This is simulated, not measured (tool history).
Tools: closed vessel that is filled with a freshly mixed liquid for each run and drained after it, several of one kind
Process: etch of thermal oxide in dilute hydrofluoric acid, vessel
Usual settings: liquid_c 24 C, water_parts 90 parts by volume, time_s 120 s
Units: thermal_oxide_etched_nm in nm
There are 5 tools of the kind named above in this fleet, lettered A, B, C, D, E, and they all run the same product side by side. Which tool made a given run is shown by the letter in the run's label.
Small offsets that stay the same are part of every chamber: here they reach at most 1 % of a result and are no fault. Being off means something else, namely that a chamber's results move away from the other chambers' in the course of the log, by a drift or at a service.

run   hour  liquid_c  water_parts  time_s  hours since the thermometer was replaced  hours since the hydrofluoric acid flow meter was replaced  read-back film thickness of the thermal oxide reference wafer, read on the same gauge (nm)  thermal_oxide_etched_nm
 1A    3.9        24           90     120                                    1181.0                                                      109.5                                                                                      50.006                   6.1008
 2C   11.5        24           90     120                                     686.1                                                      396.9                                                                                      50.013                   5.9907
 3D   19.0        24           90     120                                     229.2                                                      937.6                                                                                      50.013                   6.0603
 4B   24.0        24           90     120                                     173.9                                                       48.3                                                                                      50.009                   6.0766
 5E   30.8        24           90     120                                      35.7                                                      269.5                                                                                      49.971                   6.1017
 6A   38.3        24           90     120                                    1215.4                                                      143.9                                                                                      50.009                   6.0351
 7C   42.2        24           90     120                                     716.8                                                      427.6                                                                                      49.956                   6.0977
 8D   48.4        20          115     120                                     258.6                                                      967.0                                                                                      49.998                   3.9982
 9B   55.5        20          115     120                                     205.4                                                       79.8                                                                                      49.992                   3.9852
10E   61.4        20          115     120                                      66.3                                                      300.1                                                                                      49.992                   4.0185
11D   65.0        20          115     120                                     275.2                                                      983.6                                                                                      49.992                   3.9830
12C   71.3        20          115     120                                     745.9                                                      456.7                                                                                      50.005                   3.9050
13A   76.3        24           90     120                                    1253.4                                                      181.9                                                                                      49.987                   5.9717
14E   80.1        24           90     120                                      85.0                                                      318.8                                                                                      49.994                   6.1685
15B   84.9        24           90     120                                     234.8                                                      109.2                                                                                      50.011                   5.9907
16C   92.1        24           50      80                                     766.7                                                      477.5                                                                                      49.972                   7.7065
17B   98.9        24           50      80                                     248.8                                                      123.2                                                                                      49.980                   7.7057
18D  105.2        24           50      80                                     315.4                                                     1023.8                                                                                      50.002                   7.8362
19A  112.0        24           50      80                                    1289.1                                                      217.6                                                                                      49.999                   7.4670
20E  119.3        24           50      80                                     124.2                                                      358.0                                                                                      50.001                   7.8276
21A  124.2        24           90     120                                    1301.3                                                      229.8                                                                                      50.003                   5.7789
22C  128.1        24           90     120                                     802.7                                                      513.5                                                                                      50.012                   6.1125
23E  134.1        24           50     120                                     139.0                                                      372.8                                                                                      50.018                  11.6010
24B  139.5        24           50     120                                     289.4                                                      163.8                                                                                      50.016                  11.4570
25D  144.2        24           50     120                                     354.4                                                     1062.8                                                                                      49.990                  11.6630
26E  150.3        24           50     120                                     155.2                                                      389.0                                                                                      49.991                  11.7760
27A  158.1        24           50     120                                    1335.2                                                      263.7                                                                                      49.991                  10.8520
28D  164.4        24           90     120                                     374.6                                                     1083.0                                                                                      50.014                   6.1508
29B  168.9        24           90     120                                     318.8                                                      193.2                                                                                      50.002                   6.1066
30C  175.0        24           90     120                                     849.6                                                      560.4                                                                                      49.994                   6.0863
31C  181.3        24           90     120                                     855.9                                                      566.7                                                                                      49.980                   6.1452
32E  186.5        24           90     120                                     191.4                                                      425.2                                                                                      49.963                   6.1188
33A  193.2        27           90     100                                    1370.3                                                      298.8                                                                                      49.984                   5.1454
34B  200.5        27           90     100                                     350.4                                                      224.8                                                                                      49.995                   5.6599
35D  206.3        27           90     100                                     416.5                                                     1124.9                                                                                      49.997                   5.7934
36A  212.9        27           90     100                                    1390.0                                                      318.5                                                                                      50.012                   5.1207
     214.9  -- chamber C: hydrofluoric acid flow meter replaced
37C  217.5        27           90     100                                     892.1                                                        2.6                                                                                      49.996                   5.8271

All 5 chambers run these settings next. Forecast each chamber's results:
38A  223.2        27           90     120                                                                                                                                                                                                                         ?
38B  223.2        27           90     120                                                                                                                                                                                                                         ?
38C  223.2        27           90     120                                                                                                                                                                                                                         ?
38D  223.2        27           90     120                                                                                                                                                                                                                         ?
38E  223.2        27           90     120                                                                                                                                                                                                                         ?

run  thermal_oxide_etched_nm
38A                   6.0213
38B                   6.7963
38C                   6.9554
38D                   6.8686
38E                   6.9991

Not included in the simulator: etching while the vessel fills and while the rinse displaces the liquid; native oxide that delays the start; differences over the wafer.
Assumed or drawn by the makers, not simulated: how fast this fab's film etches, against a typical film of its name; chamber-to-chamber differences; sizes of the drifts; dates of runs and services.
